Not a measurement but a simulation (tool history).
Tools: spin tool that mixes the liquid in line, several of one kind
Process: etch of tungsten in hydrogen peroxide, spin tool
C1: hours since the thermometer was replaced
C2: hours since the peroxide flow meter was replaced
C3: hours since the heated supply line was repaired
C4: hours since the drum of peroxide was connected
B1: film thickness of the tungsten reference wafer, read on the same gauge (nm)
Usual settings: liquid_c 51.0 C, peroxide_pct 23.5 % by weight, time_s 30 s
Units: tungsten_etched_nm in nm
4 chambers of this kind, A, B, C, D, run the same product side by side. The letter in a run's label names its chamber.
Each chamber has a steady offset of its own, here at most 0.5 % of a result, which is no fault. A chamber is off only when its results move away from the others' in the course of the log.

{"run": "1D", "hour": 5.3, "liquid_c": 51.0, "peroxide_pct": 23.5, "time_s": 30, "C1": 746.8, "C2": 148.7, "C3": 1493.8, "C4": 225.4, "B1": 80.004, "tungsten_etched_nm": 63.284}
{"run": "2A", "hour": 10.5, "liquid_c": 51.0, "peroxide_pct": 23.5, "time_s": 30, "C1": 152.0, "C2": 788.1, "C3": 100.3, "C4": 420.3, "B1": 79.994, "tungsten_etched_nm": 62.91}
{"run": "3B", "hour": 17.0, "liquid_c": 51.0, "peroxide_pct": 23.5, "time_s": 30, "C1": 160.6, "C2": 759.0, "C3": 711.5, "C4": 42.9, "B1": 80.007, "tungsten_etched_nm": 63.038}
{"hour": 22.1, "done": "chamber A: new drum of peroxide connected"}
{"run": "4C", "hour": 26.8, "liquid_c": 51.0, "peroxide_pct": 23.5, "time_s": 30, "C1": 871.9, "C2": 1157.7, "C3": 889.7, "C4": 59.9, "B1": 79.991, "tungsten_etched_nm": 62.993}
{"run": "5A", "hour": 37.7, "liquid_c": 51.0, "peroxide_pct": 23.5, "time_s": 30, "C1": 179.2, "C2": 815.3, "C3": 127.5, "C4": 15.7, "B1": 80.0, "tungsten_etched_nm": 63.969}
{"run": "6B", "hour": 49.4, "liquid_c": 51.0, "peroxide_pct": 23.5, "time_s": 30, "C1": 193.0, "C2": 791.4, "C3": 743.9, "C4": 75.3, "B1": 79.991, "tungsten_etched_nm": 64.16}
{"run": "7D", "hour": 57.8, "liquid_c": 51.0, "peroxide_pct": 23.5, "time_s": 30, "C1": 799.3, "C2": 201.2, "C3": 1546.3, "C4": 277.9, "B1": 80.024, "tungsten_etched_nm": 62.606}
{"hour": 64.1, "done": "chamber C: peroxide flow meter replaced"}
{"run": "8C", "hour": 65.4, "liquid_c": 41.5, "peroxide_pct": 23.5, "time_s": 15, "C1": 910.5, "C2": 1.4, "C3": 928.3, "C4": 98.5, "B1": 80.01, "tungsten_etched_nm": 17.225}
{"run": "9C", "hour": 72.8, "liquid_c": 41.5, "peroxide_pct": 23.5, "time_s": 15, "C1": 917.9, "C2": 8.8, "C3": 935.7, "C4": 105.9, "B1": 80.021, "tungsten_etched_nm": 16.872}
{"run": "10B", "hour": 79.6, "liquid_c": 41.5, "peroxide_pct": 23.5, "time_s": 15, "C1": 223.2, "C2": 821.6, "C3": 774.1, "C4": 105.5, "B1": 80.009, "tungsten_etched_nm": 17.688}
{"run": "11A", "hour": 85.1, "liquid_c": 41.5, "peroxide_pct": 23.5, "time_s": 15, "C1": 226.6, "C2": 862.7, "C3": 174.9, "C4": 63.1, "B1": 80.015, "tungsten_etched_nm": 17.371}
{"run": "12D", "hour": 97.1, "liquid_c": 51.0, "peroxide_pct": 23.5, "time_s": 20, "C1": 838.6, "C2": 240.5, "C3": 1585.6, "C4": 317.2, "B1": 79.986, "tungsten_etched_nm": 42.435}
{"run": "13C", "hour": 105.1, "liquid_c": 51.0, "peroxide_pct": 23.5, "time_s": 20, "C1": 950.2, "C2": 41.1, "C3": 968.0, "C4": 138.2, "B1": 79.985, "tungsten_etched_nm": 42.093}
{"run": "14A", "hour": 110.5, "liquid_c": 51.0, "peroxide_pct": 23.5, "time_s": 20, "C1": 252.0, "C2": 888.1, "C3": 200.3, "C4": 88.5, "B1": 80.001, "tungsten_etched_nm": 42.293}
{"run": "15D", "hour": 120.5, "liquid_c": 51.0, "peroxide_pct": 23.5, "time_s": 20, "C1": 862.0, "C2": 263.9, "C3": 1609.0, "C4": 340.6, "B1": 79.983, "tungsten_etched_nm": 42.241}
{"run": "16B", "hour": 128.3, "liquid_c": 51.0, "peroxide_pct": 23.5, "time_s": 30, "C1": 271.9, "C2": 870.3, "C3": 822.8, "C4": 154.2, "B1": 79.977, "tungsten_etched_nm": 66.638}
{"run": "17D", "hour": 133.6, "liquid_c": 51.0, "peroxide_pct": 23.5, "time_s": 30, "C1": 875.1, "C2": 277.0, "C3": 1622.1, "C4": 353.7, "B1": 79.992, "tungsten_etched_nm": 63.305}
{"run": "18C", "hour": 141.9, "liquid_c": 51.0, "peroxide_pct": 23.5, "time_s": 30, "C1": 987.0, "C2": 77.9, "C3": 1004.8, "C4": 175.0, "B1": 80.016, "tungsten_etched_nm": 62.904}
{"run": "19A", "hour": 150.8, "liquid_c": 51.0, "peroxide_pct": 23.5, "time_s": 30, "C1": 292.3, "C2": 928.4, "C3": 240.6, "C4": 128.8, "B1": 79.995, "tungsten_etched_nm": 62.821}
{"run": "20B", "hour": 157.6, "liquid_c": 51.0, "peroxide_pct": 28.0, "time_s": 15, "C1": 301.2, "C2": 899.6, "C3": 852.1, "C4": 183.5, "B1": 79.982, "tungsten_etched_nm": 36.89}
{"run": "21A", "hour": 162.9, "liquid_c": 51.0, "peroxide_pct": 28.0, "time_s": 15, "C1": 304.4, "C2": 940.5, "C3": 252.7, "C4": 140.9, "B1": 80.01, "tungsten_etched_nm": 34.55}
{"run": "22C", "hour": 172.8, "liquid_c": 51.0, "peroxide_pct": 28.0, "time_s": 15, "C1": 1017.9, "C2": 108.8, "C3": 1035.7, "C4": 205.9, "B1": 80.014, "tungsten_etched_nm": 34.413}
{"run": "23B", "hour": 179.2, "liquid_c": 51.0, "peroxide_pct": 28.0, "time_s": 15, "C1": 322.8, "C2": 921.2, "C3": 873.7, "C4": 205.1, "B1": 79.993, "tungsten_etched_nm": 37.663}
{"run": "24D", "hour": 191.1, "liquid_c": 51.0, "peroxide_pct": 23.5, "time_s": 30, "C1": 932.6, "C2": 334.5, "C3": 1679.6, "C4": 411.2, "B1": 80.007, "tungsten_etched_nm": 62.735}
{"run": "25A", "hour": 197.0, "liquid_c": 51.0, "peroxide_pct": 23.5, "time_s": 30, "C1": 338.5, "C2": 974.6, "C3": 286.8, "C4": 175.0, "B1": 79.993, "tungsten_etched_nm": 63.875}
{"run": "26B", "hour": 206.1, "liquid_c": 51.0, "peroxide_pct": 23.5, "time_s": 30, "C1": 349.7, "C2": 948.1, "C3": 900.6, "C4": 232.0, "B1": 79.993, "tungsten_etched_nm": 69.48}

What goes on in this fleet: one chamber off, a drifting gauge, or nothing beyond the chambers' own small offsets? Name the chamber and the cause, if any.

Chamber B drifts away from the others.
Cause: liquid hotter than its thermometer reads (K) = 1.69.

Here are 4 candidates for chamber B's next run, each the usual settings with a change, their results left as question marks. Which one brings its results back in line with what the others give on the usual settings?
In line means no further than this from the other chambers' mean on the usual settings: tungsten_etched_nm 1.800 nm
{"run": "27B-1", "hour": 214.7, "liquid_c": 51.0, "peroxide_pct": 26.0, "time_s": 30, "tungsten_etched_nm": "?"}
{"run": "27B-2", "hour": 214.7, "liquid_c": 51.0, "peroxide_pct": 21.0, "time_s": 30, "tungsten_etched_nm": "?"}
{"run": "27B-3", "hour": 214.7, "liquid_c": 49.5, "peroxide_pct": 23.0, "time_s": 30, "tungsten_etched_nm": "?"}
{"run": "27B-4", "hour": 214.7, "liquid_c": 51.0, "peroxide_pct": 29.5, "time_s": 30, "tungsten_etched_nm": "?"}

The other chambers' mean on the usual settings: tungsten_etched_nm 63.094 nm
run=27B-1 tungsten_etched_nm=74.046
run=27B-2 tungsten_etched_nm=66.635
run=27B-3 tungsten_etched_nm=63.581
run=27B-4 tungsten_etched_nm=78.821
27B-3 brings the chamber back in line.
